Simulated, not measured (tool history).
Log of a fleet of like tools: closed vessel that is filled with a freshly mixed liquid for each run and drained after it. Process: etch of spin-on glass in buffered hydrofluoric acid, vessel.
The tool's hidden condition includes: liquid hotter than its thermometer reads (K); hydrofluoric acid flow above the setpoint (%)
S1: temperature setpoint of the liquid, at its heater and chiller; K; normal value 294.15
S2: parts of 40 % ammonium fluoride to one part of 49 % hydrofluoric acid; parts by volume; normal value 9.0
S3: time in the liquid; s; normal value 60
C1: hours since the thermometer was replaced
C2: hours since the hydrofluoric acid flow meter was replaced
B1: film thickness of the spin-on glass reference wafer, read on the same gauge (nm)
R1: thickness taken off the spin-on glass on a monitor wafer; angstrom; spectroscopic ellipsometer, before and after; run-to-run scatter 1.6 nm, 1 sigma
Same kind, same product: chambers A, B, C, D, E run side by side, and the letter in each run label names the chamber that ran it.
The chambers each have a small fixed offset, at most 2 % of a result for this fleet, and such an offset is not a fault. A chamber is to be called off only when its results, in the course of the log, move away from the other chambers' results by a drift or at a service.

run 1E hour=9.7 | S1=294.15 S2=9.0 S3=60 | C1=1279.0 C2=506.9 | B1=40.007 | R1=1656.90
run 2D hour=18.4 | S1=294.15 S2=9.0 S3=60 | C1=513.0 C2=1498.4 | B1=39.994 | R1=1635.40
run 3B hour=26.8 | S1=294.15 S2=9.0 S3=60 | C1=507.8 C2=415.2 | B1=40.003 | R1=1630.00
run 4C hour=36.2 | S1=294.15 S2=9.0 S3=60 | C1=315.0 C2=1264.9 | B1=39.991 | R1=1650.50
run 5A hour=44.6 | S1=291.15 S2=9.0 S3=35 | C1=991.5 C2=360.0 | B1=39.993 | R1=827.97
run 6A hour=53.5 | S1=291.15 S2=9.0 S3=35 | C1=1000.4 C2=368.9 | B1=39.990 | R1=819.34
run 7B hour=58.8 | S1=291.15 S2=9.0 S3=35 | C1=539.8 C2=447.2 | B1=40.003 | R1=805.94
run 8C hour=70.9 | S1=291.15 S2=9.0 S3=35 | C1=349.7 C2=1299.6 | B1=40.002 | R1=826.64
-- hour=80.8 chamber A: thermometer replaced
run 9D hour=82.5 | S1=291.15 S2=9.0 S3=35 | C1=577.1 C2=1562.5 | B1=39.989 | R1=824.26
run 10E hour=89.7 | S1=294.15 S2=9.0 S3=60 | C1=1359.0 C2=586.9 | B1=40.012 | R1=1645.60
run 11A hour=97.5 | S1=294.15 S2=9.0 S3=60 | C1=16.7 C2=412.9 | B1=40.002 | R1=1653.20
run 12C hour=105.6 | S1=294.15 S2=9.0 S3=60 | C1=384.4 C2=1334.3 | B1=40.001 | R1=1638.40
run 13B hour=111.2 | S1=294.15 S2=9.0 S3=60 | C1=592.2 C2=499.6 | B1=40.020 | R1=1656.50
run 14E hour=117.3 | S1=294.15 S2=9.0 S3=60 | C1=1386.6 C2=614.5 | B1=39.991 | R1=1643.60
run 15D hour=128.5 | S1=294.15 S2=9.0 S3=60 | C1=623.1 C2=1608.5 | B1=40.003 | R1=1636.90
run 16C hour=134.3 | S1=294.15 S2=9.0 S3=60 | C1=413.1 C2=1363.0 | B1=40.000 | R1=1647.40
run 17B hour=139.7 | S1=294.15 S2=9.0 S3=60 | C1=620.7 C2=528.1 | B1=39.995 | R1=1645.30
run 18D hour=148.2 | S1=294.15 S2=9.0 S3=60 | C1=642.8 C2=1628.2 | B1=40.002 | R1=1648.30
run 19E hour=160.0 | S1=294.15 S2=9.0 S3=60 | C1=1429.3 C2=657.2 | B1=39.993 | R1=1667.70
run 20A hour=170.6 | S1=294.15 S2=9.0 S3=60 | C1=89.8 C2=486.0 | B1=39.997 | R1=1687.70
run 21D hour=180.3 | S1=294.15 S2=9.0 S3=60 | C1=674.9 C2=1660.3 | B1=39.999 | R1=1687.70
-- hour=182.7 chamber D: hydrofluoric acid flow meter replaced
run 22A hour=186.9 | S1=294.15 S2=9.0 S3=60 | C1=106.1 C2=502.3 | B1=40.003 | R1=1662.60
-- hour=197.4 chamber A: hydrofluoric acid flow meter replaced
run 23B hour=197.8 | S1=294.15 S2=9.0 S3=60 | C1=678.8 C2=586.2 | B1=40.002 | R1=1612.60
run 24E hour=209.7 | S1=296.15 S2=9.0 S3=60 | C1=1479.0 C2=706.9 | B1=39.987 | R1=1809.50
run 25C hour=216.3 | S1=296.15 S2=9.0 S3=60 | C1=495.1 C2=1445.0 | B1=39.996 | R1=1827.60
run 26B hour=222.8 | S1=296.15 S2=9.0 S3=60 | C1=703.8 C2=611.2 | B1=39.996 | R1=1812.50
run 27A hour=234.3 | S1=296.15 S2=9.0 S3=60 | C1=153.5 C2=37.0 | B1=39.991 | R1=1873.30
run 28C hour=239.8 | S1=296.15 S2=9.0 S3=60 | C1=518.6 C2=1468.5 | B1=39.999 | R1=1833.50
run 29D hour=245.1 | S1=294.15 S2=9.0 S3=60 | C1=739.7 C2=62.4 | B1=40.001 | R1=1648.00
run 30E hour=256.0 | S1=294.15 S2=9.0 S3=60 | C1=1525.3 C2=753.2 | B1=40.008 | R1=1624.60

The same settings go to every chamber for the next run, one line per chamber below. Forecast the results for each:
run 31A hour=264.8 | S1=294.15 S2=10.5 S3=60 | R1=?
run 31B hour=264.8 | S1=294.15 S2=10.5 S3=60 | R1=?
run 31C hour=264.8 | S1=294.15 S2=10.5 S3=60 | R1=?
run 31D hour=264.8 | S1=294.15 S2=10.5 S3=60 | R1=?
run 31E hour=264.8 | S1=294.15 S2=10.5 S3=60 | R1=?

run=31A R1=1507.80
run=31B R1=1475.90
run=31C R1=1449.80
run=31D R1=1464.40
run=31E R1=1461.60
